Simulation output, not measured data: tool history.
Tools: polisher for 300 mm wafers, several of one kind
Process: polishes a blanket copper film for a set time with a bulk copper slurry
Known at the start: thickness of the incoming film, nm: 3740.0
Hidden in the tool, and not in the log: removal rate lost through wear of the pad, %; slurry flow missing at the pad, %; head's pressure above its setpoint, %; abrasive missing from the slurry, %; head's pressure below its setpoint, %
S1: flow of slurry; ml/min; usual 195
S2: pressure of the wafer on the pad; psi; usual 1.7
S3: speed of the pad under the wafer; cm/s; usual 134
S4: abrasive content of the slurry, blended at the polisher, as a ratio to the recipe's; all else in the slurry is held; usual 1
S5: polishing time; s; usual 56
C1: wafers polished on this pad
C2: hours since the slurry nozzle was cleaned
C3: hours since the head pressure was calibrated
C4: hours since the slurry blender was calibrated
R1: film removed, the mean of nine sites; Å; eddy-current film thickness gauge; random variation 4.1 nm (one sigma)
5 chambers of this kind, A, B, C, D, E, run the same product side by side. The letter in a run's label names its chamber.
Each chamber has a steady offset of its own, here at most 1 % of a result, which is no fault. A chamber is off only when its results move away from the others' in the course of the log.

| run | hour | S1 | S2 | S3 | S4 | S5 | C1 | C2 | C3 | C4 | R1 |
|---|---|---|---|---|---|---|---|---|---|---|---|
|  | 5.9 | chamber A: head pressure recalibrated |
| 1A | 6.6 | 195 | 1.7 | 134 | 1 | 56 | 1103 | 64.5 | 0.7 | 66.7 | 4474.9 |
|  | 9.7 | chamber B: worn pad replaced by a new one |
|  | 12.9 | chamber C: worn pad replaced by a new one |
| 2E | 13.5 | 195 | 1.7 | 134 | 1 | 56 | 244 | 120.6 | 79.5 | 123.2 | 4444.8 |
| 3B | 23.7 | 195 | 1.7 | 134 | 1 | 56 | 99 | 114.9 | 51 | 305.8 | 4573.6 |
| 4C | 28.9 | 195 | 1.7 | 134 | 1 | 56 | 113 | 147.6 | 431.2 | 272.4 | 4603.3 |
|  | 29.9 | chamber A: worn pad replaced by a new one |
| 5D | 39 | 195 | 1.7 | 134 | 1 | 56 | 311 | 77.3 | 219.9 | 191.3 | 4564 |
| 6B | 47.2 | 195 | 1.7 | 134 | 1 | 56 | 266 | 138.4 | 74.5 | 329.3 | 4519.8 |
| 7C | 56.6 | 195 | 1.7 | 134 | 1 | 56 | 310 | 175.3 | 458.9 | 300.1 | 4583.4 |
| 8E | 63.4 | 195 | 1.7 | 134 | 1 | 56 | 598 | 170.5 | 129.4 | 173.1 | 4542.3 |
| 9D | 70.4 | 195 | 1.7 | 134 | 1 | 56 | 533 | 108.7 | 251.3 | 222.7 | 4567.9 |
|  | 77.1 | chamber A: slurry blender recalibrated |
| 10A | 79.2 | 195 | 1.7 | 160 | 0.9 | 56 | 350 | 137.1 | 73.3 | 2.1 | 5287.5 |
| 11D | 84.9 | 195 | 1.7 | 160 | 0.9 | 56 | 636 | 123.2 | 265.8 | 237.2 | 5294.5 |
|  | 91.5 | chamber E: worn pad replaced by a new one |
| 12B | 93.5 | 195 | 1.7 | 160 | 0.9 | 56 | 595 | 184.7 | 120.8 | 375.6 | 5301.6 |
| 13A | 100.8 | 195 | 1.7 | 160 | 0.9 | 56 | 503 | 158.7 | 94.9 | 23.7 | 5290.6 |
|  | 104 | chamber D: worn pad replaced by a new one |
| 14C | 105.9 | 195 | 1.7 | 160 | 0.9 | 56 | 660 | 224.6 | 508.2 | 349.4 | 5241.5 |
| 15E | 111.7 | 195 | 1.7 | 134 | 1 | 56 | 143 | 218.8 | 177.7 | 221.4 | 4450.7 |
|  | 117.7 | chamber C: worn pad replaced by a new one |
| 16E | 122 | 195 | 1.7 | 134 | 1 | 56 | 216 | 229.1 | 188 | 231.7 | 4486.9 |
| 17B | 130.3 | 195 | 1.7 | 134 | 1 | 56 | 856 | 221.5 | 157.6 | 412.4 | 4523.8 |
| 18D | 135.8 | 195 | 1.7 | 134 | 1 | 56 | 225 | 174.1 | 316.7 | 288.1 | 4559.9 |
| 19A | 142 | 245 | 1.7 | 134 | 1 | 56 | 795 | 199.9 | 136.1 | 64.9 | 4633.7 |
| 20C | 151.4 | 245 | 1.7 | 134 | 1 | 56 | 239 | 270.1 | 553.7 | 394.9 | 4594.3 |
|  | 159.1 | chamber D: slurry blender recalibrated |
| 21C | 160 | 245 | 1.7 | 134 | 1 | 56 | 300 | 278.7 | 562.3 | 403.5 | 4661.1 |
| 22A | 166.2 | 245 | 1.7 | 134 | 1 | 56 | 967 | 224.1 | 160.3 | 89.1 | 4635.7 |
| 23B | 173 | 245 | 1.7 | 134 | 1 | 56 | 1159 | 264.2 | 200.3 | 455.1 | 4691.8 |
|  | 174.8 | chamber B: slurry blender recalibrated |
| 24D | 179.9 | 195 | 1.7 | 134 | 1 | 56 | 538 | 218.2 | 360.8 | 20.8 | 4556 |
| 25E | 185 | 195 | 1.7 | 134 | 1 | 56 | 663 | 292.1 | 251 | 294.7 | 4390.7 |
|  | 185.2 | chamber B: worn pad replaced by a new one |
|  | 189.1 | chamber D: head pressure recalibrated |
| 26B | 193.8 | 195 | 1.7 | 134 | 1 | 56 | 61 | 285 | 221.1 | 19 | 4581.8 |
|  | 199.4 | chamber E: worn pad replaced by a new one |
| 27C | 201.5 | 195 | 1.7 | 134 | 1 | 56 | 595 | 320.2 | 603.8 | 445 | 4538.8 |
|  | 203.9 | chamber D: worn pad replaced by a new one |
|  | 205.1 | chamber C: slurry blender recalibrated |
|  | 206 | chamber A: worn pad replaced by a new one |
| 28E | 211.9 | 195 | 1.7 | 134 | 1 | 56 | 89 | 319 | 277.9 | 321.6 | 4337.6 |
|  | 216 | chamber C: worn pad replaced by a new one |
| 29A | 222.2 | 195 | 1.7 | 134 | 1 | 56 | 115 | 280.1 | 216.3 | 145.1 | 4481 |
| 30D | 229.7 | 195 | 1.7 | 134 | 1 | 56 | 183 | 268 | 40.7 | 70.6 | 4636.1 |
|  | 236.8 | chamber A: slurry blender recalibrated |
| 31B | 238.7 | 195 | 1.7 | 134 | 1 | 56 | 380 | 329.9 | 266 | 63.9 | 4509.2 |
| 32C | 247.8 | 195 | 1.7 | 134 | 1 | 56 | 225 | 366.5 | 650.1 | 42.7 | 4550.6 |
| 33E | 254.7 | 160 | 1.7 | 134 | 1.2 | 56 | 392 | 361.8 | 320.7 | 364.4 | 4327.2 |
| 34D | 262.2 | 160 | 1.7 | 134 | 1.2 | 56 | 413 | 300.5 | 73.2 | 103.1 | 4630 |
| 35A | 269.3 | 160 | 1.7 | 134 | 1.2 | 56 | 449 | 327.2 | 263.4 | 32.6 | 4554.3 |

All 5 chambers run these settings next. Forecast each chamber's results:
| 36A | 277 | 195 | 1.7 | 134 | 1.25 | 56 |  |  |  |  | ? |
| 36B | 277 | 195 | 1.7 | 134 | 1.25 | 56 |  |  |  |  | ? |
| 36C | 277 | 195 | 1.7 | 134 | 1.25 | 56 |  |  |  |  | ? |
| 36D | 277 | 195 | 1.7 | 134 | 1.25 | 56 |  |  |  |  | ? |
| 36E | 277 | 195 | 1.7 | 134 | 1.25 | 56 |  |  |  |  | ? |

| run | R1 |
|---|---|
| 36A | 4749.3 |
| 36B | 4745 |
| 36C | 4708 |
| 36D | 4768.9 |
| 36E | 4504.6 |

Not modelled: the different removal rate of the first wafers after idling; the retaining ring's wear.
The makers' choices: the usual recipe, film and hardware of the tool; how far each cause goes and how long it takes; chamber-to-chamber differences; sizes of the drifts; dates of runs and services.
